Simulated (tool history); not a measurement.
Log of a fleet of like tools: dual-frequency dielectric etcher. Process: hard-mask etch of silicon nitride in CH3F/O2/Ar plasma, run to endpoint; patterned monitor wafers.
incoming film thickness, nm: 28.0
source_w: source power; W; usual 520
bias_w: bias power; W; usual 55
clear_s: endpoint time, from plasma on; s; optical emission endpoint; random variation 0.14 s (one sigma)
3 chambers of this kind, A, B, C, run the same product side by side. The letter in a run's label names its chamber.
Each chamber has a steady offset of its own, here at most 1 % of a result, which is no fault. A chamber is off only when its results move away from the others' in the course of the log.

run,day,source_w,bias_w,hours since the last wet clean,hours since the last source power generator calibration,hours since the last bias power generator calibration,clear_s
1C,0.150,520,55,105.6,724.8,262.2,39.794
2B,0.288,520,55,75.8,937.0,30.1,40.013
3A,0.488,520,55,402.0,788.8,300.9,40.018
4C,0.621,520,55,116.9,736.1,273.5,39.759
5B,0.896,520,55,90.4,951.6,44.7,39.825
6A,1.092,610,66,416.5,803.3,315.4,35.679
7B,1.221,610,66,98.2,959.4,52.5,35.441
8A,1.404,610,66,424.0,810.8,322.9,35.938
9C,1.671,520,55,142.1,761.3,298.7,39.815
10A,1.900,520,55,435.9,822.7,334.8,40.404
# day 1.950: chamber A: wet clean of the chamber
11B,2.167,520,55,120.9,982.1,75.2,39.699
12C,2.300,520,55,157.2,776.4,313.8,39.572
13C,2.471,520,55,161.3,780.5,317.9,39.409
14A,2.671,520,55,17.3,841.2,353.3,40.382
15B,2.938,520,55,139.4,1000.6,93.7,39.860
16C,3.092,520,55,176.2,795.4,332.8,38.910
17A,3.321,520,55,32.9,856.8,368.9,40.306
18B,3.446,520,55,151.6,1012.8,105.9,40.068
19C,3.688,520,55,190.5,809.7,347.1,38.995
20B,3.821,520,55,160.6,1021.8,114.9,39.999
21A,4.017,520,55,49.6,873.5,385.6,40.205
22A,4.246,430,65,55.1,879.0,391.1,41.074
23C,4.417,430,65,208.0,827.2,364.6,39.824
24B,4.625,430,65,179.9,1041.1,134.2,40.698
25A,4.808,520,55,68.6,892.5,404.6,40.365
26B,5.025,520,55,189.5,1050.7,143.8,40.037
27C,5.175,520,55,226.2,845.4,382.8,38.788
28A,5.325,520,55,81.0,904.9,417.0,40.271
29B,5.542,520,55,201.9,1063.1,156.2,39.978
30C,5.771,520,55,240.5,859.7,397.1,38.448

Next, every chamber runs the same settings. What will each give?
31A,5.979,520,55,,,,?
31B,5.979,520,55,,,,?
31C,5.979,520,55,,,,?

run,clear_s
31A,40.256
31B,39.782
31C,38.486
